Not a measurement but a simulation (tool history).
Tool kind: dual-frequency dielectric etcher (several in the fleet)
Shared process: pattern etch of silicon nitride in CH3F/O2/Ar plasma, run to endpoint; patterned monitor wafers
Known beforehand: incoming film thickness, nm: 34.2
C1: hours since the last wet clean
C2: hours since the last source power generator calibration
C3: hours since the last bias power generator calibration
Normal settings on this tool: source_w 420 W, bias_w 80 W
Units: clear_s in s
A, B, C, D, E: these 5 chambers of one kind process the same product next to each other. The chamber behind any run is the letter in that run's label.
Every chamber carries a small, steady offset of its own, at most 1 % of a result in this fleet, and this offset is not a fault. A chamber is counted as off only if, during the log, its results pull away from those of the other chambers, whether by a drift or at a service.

{"run": "1D", "day": 0.292, "source_w": 420, "bias_w": 80, "C1": 379.9, "C2": 873.4, "C3": 2777.5, "clear_s": 47.051}
{"run": "2A", "day": 0.775, "source_w": 420, "bias_w": 80, "C1": 34, "C2": 2009.6, "C3": 2025.2, "clear_s": 46.338}
{"run": "3C", "day": 1.029, "source_w": 420, "bias_w": 80, "C1": 132.6, "C2": 1912.3, "C3": 3831.5, "clear_s": 46.471}
{"run": "4E", "day": 1.45, "source_w": 420, "bias_w": 80, "C1": 374.9, "C2": 2258, "C3": 5432.6, "clear_s": 46.742}
{"run": "5B", "day": 1.7, "source_w": 420, "bias_w": 80, "C1": 291.9, "C2": 1584.8, "C3": 2069.4, "clear_s": 46.534}
{"run": "6A", "day": 2.167, "source_w": 420, "bias_w": 80, "C1": 67.4, "C2": 2043, "C3": 2058.6, "clear_s": 46.893}
{"day": 2.479, "done": "chamber E: wet clean of the chamber"}
{"day": 2.5, "done": "chamber E: bias power generator calibrated"}
{"run": "7D", "day": 2.521, "source_w": 420, "bias_w": 80, "C1": 433.4, "C2": 926.9, "C3": 2831, "clear_s": 46.728}
{"run": "8E", "day": 3.038, "source_w": 420, "bias_w": 92, "C1": 13.4, "C2": 2296.1, "C3": 13, "clear_s": 44.368}
{"run": "9C", "day": 3.492, "source_w": 420, "bias_w": 92, "C1": 191.7, "C2": 1971.4, "C3": 3890.6, "clear_s": 44.358}
{"run": "10B", "day": 3.925, "source_w": 420, "bias_w": 92, "C1": 345.3, "C2": 1638.2, "C3": 2122.8, "clear_s": 44.467}
{"run": "11B", "day": 4.404, "source_w": 420, "bias_w": 92, "C1": 356.8, "C2": 1649.7, "C3": 2134.3, "clear_s": 44.381}
{"run": "12C", "day": 4.942, "source_w": 420, "bias_w": 92, "C1": 226.5, "C2": 2006.2, "C3": 3925.4, "clear_s": 44.571}
{"run": "13D", "day": 5.442, "source_w": 420, "bias_w": 80, "C1": 503.5, "C2": 997, "C3": 2901.1, "clear_s": 47.03}
{"day": 5.521, "done": "chamber B: wet clean of the chamber"}
{"run": "14A", "day": 5.788, "source_w": 420, "bias_w": 80, "C1": 154.3, "C2": 2129.9, "C3": 2145.5, "clear_s": 46.531}
{"run": "15E", "day": 6.125, "source_w": 420, "bias_w": 80, "C1": 87.5, "C2": 2370.2, "C3": 87.1, "clear_s": 46.67}
{"run": "16C", "day": 6.371, "source_w": 420, "bias_w": 80, "C1": 260.8, "C2": 2040.5, "C3": 3959.7, "clear_s": 46.804}
{"run": "17A", "day": 6.667, "source_w": 350, "bias_w": 89, "C1": 175.4, "C2": 2151, "C3": 2166.6, "clear_s": 48.413}
{"run": "18B", "day": 6.925, "source_w": 350, "bias_w": 89, "C1": 33.8, "C2": 1710.2, "C3": 2194.8, "clear_s": 47.803}
{"run": "19E", "day": 7.225, "source_w": 350, "bias_w": 89, "C1": 113.9, "C2": 2396.6, "C3": 113.5, "clear_s": 48.267}
{"run": "20D", "day": 7.779, "source_w": 350, "bias_w": 89, "C1": 559.6, "C2": 1053.1, "C3": 2957.2, "clear_s": 48.991}
{"run": "21E", "day": 8.238, "source_w": 350, "bias_w": 89, "C1": 138.2, "C2": 2420.9, "C3": 137.8, "clear_s": 48.468}
{"run": "22A", "day": 8.704, "source_w": 420, "bias_w": 80, "C1": 224.3, "C2": 2199.9, "C3": 2215.5, "clear_s": 46.533}
{"run": "23C", "day": 8.975, "source_w": 360, "bias_w": 96, "C1": 323.3, "C2": 2103, "C3": 4022.2, "clear_s": 46.108}
{"run": "24D", "day": 9.225, "source_w": 360, "bias_w": 96, "C1": 594.3, "C2": 1087.8, "C3": 2991.9, "clear_s": 47.422}
{"run": "25B", "day": 9.779, "source_w": 360, "bias_w": 96, "C1": 102.3, "C2": 1778.7, "C3": 2263.3, "clear_s": 46.12}
{"run": "26D", "day": 10.079, "source_w": 360, "bias_w": 96, "C1": 614.8, "C2": 1108.3, "C3": 3012.4, "clear_s": 47.107}
{"run": "27C", "day": 10.458, "source_w": 360, "bias_w": 96, "C1": 358.9, "C2": 2138.6, "C3": 4057.8, "clear_s": 46.205}
{"run": "28E", "day": 10.775, "source_w": 420, "bias_w": 80, "C1": 199.1, "C2": 2481.8, "C3": 198.7, "clear_s": 47.054}
{"run": "29A", "day": 11.092, "source_w": 420, "bias_w": 80, "C1": 281.6, "C2": 2257.2, "C3": 2272.8, "clear_s": 47.059}
{"run": "30B", "day": 11.412, "source_w": 420, "bias_w": 80, "C1": 141.5, "C2": 1817.9, "C3": 2302.5, "clear_s": 46.541}
{"run": "31D", "day": 11.967, "source_w": 420, "bias_w": 80, "C1": 660.1, "C2": 1153.6, "C3": 3057.7, "clear_s": 48.041}
{"run": "32B", "day": 12.308, "source_w": 420, "bias_w": 80, "C1": 163, "C2": 1839.4, "C3": 2324, "clear_s": 46.619}
{"run": "33C", "day": 12.85, "source_w": 350, "bias_w": 89, "C1": 416.3, "C2": 2196, "C3": 4115.2, "clear_s": 47.915}
{"run": "34A", "day": 13.204, "source_w": 350, "bias_w": 89, "C1": 332.3, "C2": 2307.9, "C3": 2323.5, "clear_s": 48.151}
{"run": "35E", "day": 13.612, "source_w": 350, "bias_w": 89, "C1": 267.2, "C2": 2549.9, "C3": 266.8, "clear_s": 48.696}

Is one chamber off against the others, does the gauge drift, or is nothing wrong? If a chamber is off, say which, and what the likeliest cause is.

One chamber, D, drifts off from the rest bit by bit.
Most likely cause: etch rate under this chamber's usual, % = 3.84.

Which of the 4 candidates below, each the usual settings with something changed and its results left as question marks, puts chamber D back in line with what the other chambers give on the usual settings?
In line means no further than this from the other chambers' mean on the usual settings: clear_s 0.64 s
{"run": "36D-1", "day": 14.012, "source_w": 420, "bias_w": 71, "clear_s": "?"}
{"run": "36D-2", "day": 14.012, "source_w": 420, "bias_w": 66, "clear_s": "?"}
{"run": "36D-3", "day": 14.012, "source_w": 440, "bias_w": 84, "clear_s": "?"}
{"run": "36D-4", "day": 14.012, "source_w": 460, "bias_w": 88, "clear_s": "?"}

Other chambers, usual settings, mean: clear_s 46.681 s
run=36D-1 clear_s=50.445
run=36D-2 clear_s=51.713
run=36D-3 clear_s=46.732
run=36D-4 clear_s=45.193
36D-3 puts the chamber back in line with the other chambers.
